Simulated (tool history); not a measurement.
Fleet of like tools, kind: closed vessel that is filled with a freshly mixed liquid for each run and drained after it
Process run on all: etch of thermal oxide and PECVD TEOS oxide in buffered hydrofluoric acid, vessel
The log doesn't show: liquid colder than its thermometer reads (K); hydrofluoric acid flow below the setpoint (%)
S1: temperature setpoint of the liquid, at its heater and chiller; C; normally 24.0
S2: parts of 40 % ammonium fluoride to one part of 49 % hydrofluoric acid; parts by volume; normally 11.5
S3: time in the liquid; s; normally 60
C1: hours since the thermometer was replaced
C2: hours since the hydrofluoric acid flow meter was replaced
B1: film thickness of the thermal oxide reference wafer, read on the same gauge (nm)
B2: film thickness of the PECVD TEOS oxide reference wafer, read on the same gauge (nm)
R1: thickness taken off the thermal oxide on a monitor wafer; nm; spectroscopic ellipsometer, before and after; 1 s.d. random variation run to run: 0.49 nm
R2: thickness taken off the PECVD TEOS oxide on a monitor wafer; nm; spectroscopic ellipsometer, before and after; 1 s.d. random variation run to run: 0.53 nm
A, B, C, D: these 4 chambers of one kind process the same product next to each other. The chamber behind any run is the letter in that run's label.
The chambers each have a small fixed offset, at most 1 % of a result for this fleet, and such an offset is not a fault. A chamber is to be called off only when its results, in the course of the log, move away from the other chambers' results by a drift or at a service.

run 1C day=0.308 | S1=24.0 S2=11.5 S3=60 | C1=2234.7 C2=2018.3 | B1=110.01 B2=150.00 | R1=59.182 R2=139.500
run 2D day=0.675 | S1=24.0 S2=11.5 S3=60 | C1=440.2 C2=1018.1 | B1=109.97 B2=150.01 | R1=58.736 R2=141.120
run 3A day=1.171 | S1=24.0 S2=11.5 S3=60 | C1=664.4 C2=242.0 | B1=110.01 B2=149.99 | R1=60.021 R2=140.810
run 4B day=1.738 | S1=24.0 S2=11.5 S3=60 | C1=233.1 C2=1343.5 | B1=110.01 B2=149.99 | R1=59.401 R2=139.580
run 5C day=2.175 | S1=24.0 S2=11.5 S3=60 | C1=2279.5 C2=2063.1 | B1=110.01 B2=149.99 | R1=59.000 R2=138.540
run 6B day=2.575 | S1=24.0 S2=11.5 S3=60 | C1=253.2 C2=1363.6 | B1=110.00 B2=150.00 | R1=60.277 R2=140.610
run 7D day=3.092 | S1=24.0 S2=11.5 S3=60 | C1=498.2 C2=1076.1 | B1=110.00 B2=150.00 | R1=59.158 R2=139.530
run 8A day=3.671 | S1=24.0 S2=11.5 S3=60 | C1=724.4 C2=302.0 | B1=110.00 B2=149.98 | R1=59.983 R2=140.590
run 9D day=3.983 | S1=24.0 S2=11.5 S3=60 | C1=519.6 C2=1097.5 | B1=109.99 B2=150.00 | R1=59.159 R2=140.940
run 10C day=4.312 | S1=28.0 S2=11.5 S3=60 | C1=2330.8 C2=2114.4 | B1=109.99 B2=150.01 | R1=73.417 R2=173.160
run 11A day=4.688 | S1=28.0 S2=11.5 S3=60 | C1=748.8 C2=326.4 | B1=109.96 B2=149.99 | R1=74.430 R2=175.780
-- day=4.842 chamber C: thermometer replaced
run 12B day=5.062 | S1=28.0 S2=11.5 S3=60 | C1=312.9 C2=1423.3 | B1=109.99 B2=150.01 | R1=73.003 R2=173.190
run 13C day=5.454 | S1=28.0 S2=11.5 S3=60 | C1=14.8 C2=2141.8 | B1=110.01 B2=150.02 | R1=73.423 R2=174.160
run 14A day=5.908 | S1=24.0 S2=11.5 S3=60 | C1=778.1 C2=355.7 | B1=109.99 B2=149.99 | R1=59.415 R2=141.130
run 15B day=6.454 | S1=24.0 S2=11.5 S3=60 | C1=346.3 C2=1456.7 | B1=110.00 B2=149.98 | R1=59.810 R2=139.600
run 16D day=6.871 | S1=19.5 S2=11.5 S3=45 | C1=588.9 C2=1166.8 | B1=110.02 B2=150.01 | R1=35.089 R2=81.885
run 17B day=7.300 | S1=19.5 S2=11.5 S3=45 | C1=366.6 C2=1477.0 | B1=110.01 B2=150.01 | R1=34.809 R2=81.546
run 18C day=7.750 | S1=19.5 S2=11.5 S3=45 | C1=69.9 C2=2196.9 | B1=110.01 B2=150.00 | R1=34.330 R2=82.175
run 19D day=8.012 | S1=19.5 S2=11.5 S3=45 | C1=616.3 C2=1194.2 | B1=110.00 B2=150.00 | R1=34.217 R2=81.622
run 20A day=8.492 | S1=24.0 S2=11.5 S3=60 | C1=840.1 C2=417.7 | B1=109.99 B2=150.01 | R1=59.742 R2=139.660
run 21C day=8.796 | S1=24.0 S2=11.5 S3=60 | C1=95.0 C2=2222.0 | B1=110.00 B2=149.97 | R1=58.673 R2=139.410
run 22A day=9.154 | S1=24.0 S2=11.5 S3=60 | C1=856.0 C2=433.6 | B1=110.03 B2=150.00 | R1=60.556 R2=141.800
run 23B day=9.579 | S1=24.0 S2=11.5 S3=60 | C1=421.3 C2=1531.7 | B1=110.00 B2=150.01 | R1=58.937 R2=140.430
run 24D day=10.079 | S1=24.0 S2=11.5 S3=60 | C1=665.9 C2=1243.8 | B1=109.97 B2=149.98 | R1=58.761 R2=140.180
run 25D day=10.338 | S1=24.0 S2=11.5 S3=60 | C1=672.1 C2=1250.0 | B1=110.01 B2=149.99 | R1=58.735 R2=140.140
run 26B day=10.842 | S1=24.0 S2=11.5 S3=60 | C1=451.6 C2=1562.0 | B1=110.00 B2=150.02 | R1=60.070 R2=139.720
run 27C day=11.288 | S1=24.0 S2=11.5 S3=60 | C1=154.8 C2=2281.8 | B1=110.03 B2=149.98 | R1=58.437 R2=139.020
run 28A day=11.700 | S1=24.0 S2=11.5 S3=60 | C1=917.1 C2=494.7 | B1=109.99 B2=150.01 | R1=59.060 R2=140.260
run 29B day=12.133 | S1=24.0 S2=11.5 S3=60 | C1=482.6 C2=1593.0 | B1=109.99 B2=150.00 | R1=60.464 R2=140.840
run 30A day=12.538 | S1=24.0 S2=11.5 S3=60 | C1=937.2 C2=514.8 | B1=110.01 B2=149.97 | R1=60.005 R2=140.040
run 31C day=12.967 | S1=24.0 S2=11.5 S3=60 | C1=195.1 C2=2322.1 | B1=110.02 B2=149.98 | R1=59.218 R2=140.420
run 32D day=13.554 | S1=24.0 S2=11.5 S3=60 | C1=749.3 C2=1327.2 | B1=110.02 B2=150.01 | R1=59.809 R2=140.540
run 33C day=14.029 | S1=24.0 S2=11.5 S3=60 | C1=220.6 C2=2347.6 | B1=109.99 B2=149.96 | R1=59.503 R2=139.990
run 34B day=14.554 | S1=24.0 S2=11.5 S3=60 | C1=540.7 C2=1651.1 | B1=110.01 B2=150.03 | R1=59.310 R2=140.590
run 35A day=14.871 | S1=24.0 S2=11.5 S3=60 | C1=993.2 C2=570.8 | B1=109.99 B2=150.02 | R1=60.573 R2=140.370
run 36D day=15.367 | S1=28.0 S2=11.5 S3=60 | C1=792.8 C2=1370.7 | B1=110.03 B2=149.99 | R1=72.650 R2=173.470
run 37B day=15.717 | S1=28.0 S2=11.5 S3=60 | C1=568.6 C2=1679.0 | B1=110.01 B2=150.01 | R1=73.419 R2=174.360
run 38D day=16.283 | S1=28.0 S2=11.5 S3=60 | C1=814.8 C2=1392.7 | B1=110.02 B2=150.02 | R1=73.482 R2=173.870
run 39A day=16.646 | S1=28.0 S2=11.5 S3=60 | C1=1035.8 C2=613.4 | B1=110.00 B2=150.00 | R1=74.515 R2=174.840

All chambers now run identical settings, listed one chamber a line with results as question marks. What results will each chamber show?
run 40A day=17.083 | S1=24.0 S2=11.5 S3=60 | R1=? R2=?
run 40B day=17.083 | S1=24.0 S2=11.5 S3=60 | R1=? R2=?
run 40C day=17.083 | S1=24.0 S2=11.5 S3=60 | R1=? R2=?
run 40D day=17.083 | S1=24.0 S2=11.5 S3=60 | R1=? R2=?

run=40A R1=60.136 R2=139.490
run=40B R1=60.047 R2=140.290
run=40C R1=59.359 R2=139.870
run=40D R1=59.231 R2=141.460
